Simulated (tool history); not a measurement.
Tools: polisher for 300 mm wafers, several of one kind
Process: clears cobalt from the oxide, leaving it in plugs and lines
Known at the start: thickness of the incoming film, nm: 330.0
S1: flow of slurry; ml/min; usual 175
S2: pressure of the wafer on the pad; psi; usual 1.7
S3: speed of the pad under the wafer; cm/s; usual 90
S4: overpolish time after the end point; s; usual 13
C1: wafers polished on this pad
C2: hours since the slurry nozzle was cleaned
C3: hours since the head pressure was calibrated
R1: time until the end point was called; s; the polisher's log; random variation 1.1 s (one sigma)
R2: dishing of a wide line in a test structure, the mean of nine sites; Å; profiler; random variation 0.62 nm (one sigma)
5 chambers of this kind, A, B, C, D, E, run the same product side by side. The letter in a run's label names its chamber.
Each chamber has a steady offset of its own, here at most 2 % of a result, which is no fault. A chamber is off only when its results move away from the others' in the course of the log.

run,hour,S1,S2,S3,S4,C1,C2,C3,R1,R2
# hour 0.6: chamber B: slurry nozzle cleaned
# hour 5.5: chamber D: worn pad replaced by a new one
1B,8.3,175,1.7,90,13,286,7.8,295.1,73.277,255.16
2C,21,175,1.7,90,13,580,203.4,214.7,74.386,261.3
3D,35,175,1.7,90,13,166,558.2,796.2,71.919,252.79
4E,43.3,175,1.7,90,13,781,671.6,332.7,72.51,256.9
# hour 46.3: chamber A: head pressure recalibrated
# hour 53.7: chamber A: worn pad replaced by a new one
5A,55.7,175,1.7,90,13,11,570.7,9.5,72.493,249.32
# hour 63.4: chamber D: slurry nozzle cleaned
6C,69.7,175,1.7,90,13,854,252.1,263.4,74.992,246.84
# hour 71.8: chamber B: worn pad replaced by a new one
7B,83.8,195,2.1,90,13,67,83.3,370.6,57.264,261.43
8A,94,195,2.1,90,13,227,609,47.8,57.406,266.49
# hour 94.1: chamber C: slurry nozzle cleaned
# hour 98.6: chamber E: worn pad replaced by a new one
# hour 101.7: chamber B: head pressure recalibrated
9E,105.1,195,2.1,90,13,36,733.4,394.5,57.707,273.66
10D,116.5,195,2.1,90,13,625,53.1,877.7,55.07,270.77
11D,126.2,195,2.1,90,13,679,62.8,887.4,56.745,263.88
12B,139.9,175,1.7,90,13,383,139.4,38.2,70.536,254.59
13A,146.9,175,1.7,90,6,524,661.9,100.7,72.538,178.04
# hour 147.8: chamber A: slurry nozzle cleaned
# hour 152.8: chamber D: worn pad replaced by a new one
14E,153.4,175,1.7,90,6,308,781.7,442.8,71.41,182.18
15C,163,175,1.7,90,6,1379,68.9,356.7,75.071,168.79
16D,170.7,175,1.7,90,6,101,107.3,931.9,71.532,179.44
17A,179.5,175,1.7,90,6,708,31.8,133.3,73.565,173.51
# hour 184: chamber E: slurry nozzle cleaned
18B,187.9,175,1.7,90,13,653,187.4,86.2,74.129,252.52
# hour 198.9: chamber B: worn pad replaced by a new one
19C,199,175,1.7,90,13,1582,104.9,392.7,77.37,249.14
# hour 199.3: chamber A: worn pad replaced by a new one
20E,207.7,175,1.7,90,13,614,23.8,497.1,70.426,251.73
21C,217.9,175,1.7,90,13,1688,123.8,411.6,75.562,246.88
22E,225.3,175,1.7,90,13,713,41.4,514.7,71.332,259.45
23A,232.6,175,1.7,90,13,187,84.9,186.4,70.568,258.31
24D,245,175,1.7,90,13,519,181.6,1006.2,72.312,254.66
25B,251.1,150,1.7,90,8,294,250.6,149.4,74.836,205.31
26E,257.8,150,1.7,90,8,896,73.9,547.2,75.492,210.6
27B,269.4,150,1.7,90,8,397,268.9,167.7,74.004,214.31
28D,278.2,150,1.7,90,8,706,214.8,1039.4,71.917,208.06
# hour 281.7: chamber B: slurry nozzle cleaned
29C,284.7,150,1.7,90,8,2064,190.6,478.4,81.051,187.82
30A,292.6,175,1.7,90,13,525,144.9,246.4,70.408,251.48
# hour 294.7: chamber D: worn pad replaced by a new one
31C,299,175,1.7,90,13,2144,204.9,492.7,79.322,243.52
32D,311.4,175,1.7,90,13,94,248,1072.6,73.325,266.16
# hour 316.1: chamber B: worn pad replaced by a new one
33B,324.3,175,1.7,90,19,46,42.7,222.6,74.101,274.84
34A,335.1,175,1.7,90,19,764,187.4,288.9,72.306,284.07

What goes on in this fleet: one chamber off, a drifting gauge, or nothing beyond the chambers' own small offsets? Name the chamber and the cause, if any.

Chamber C drifts away from the others.
Cause: removal rate lost through wear of the pad, % = 10.3.
The log may not tell that from: head's pressure below its setpoint, %.

Here are 4 candidates for chamber C's next run, each the usual settings with a change, their results left as question marks. Which one brings its results back in line with what the others give on the usual settings?
In line means no further than this from the other chambers' mean on the usual settings: R1 4 s; R2 22 Å
35C-1,345.1,175,1.6,84,13,,,,?,?
35C-2,345.1,180,1.9,100,13,,,,?,?
35C-3,345.1,175,1.8,96,13,,,,?,?
35C-4,345.1,170,1.5,82,13,,,,?,?

The other chambers' mean on the usual settings: R1 72.206 s; R2 256.26 Å
run,R1,R2
35C-1,92.92,233.97
35C-2,65.311,263.72
35C-3,72.185,256.24
35C-4,102.12,224.62
35C-3 brings the chamber back in line.
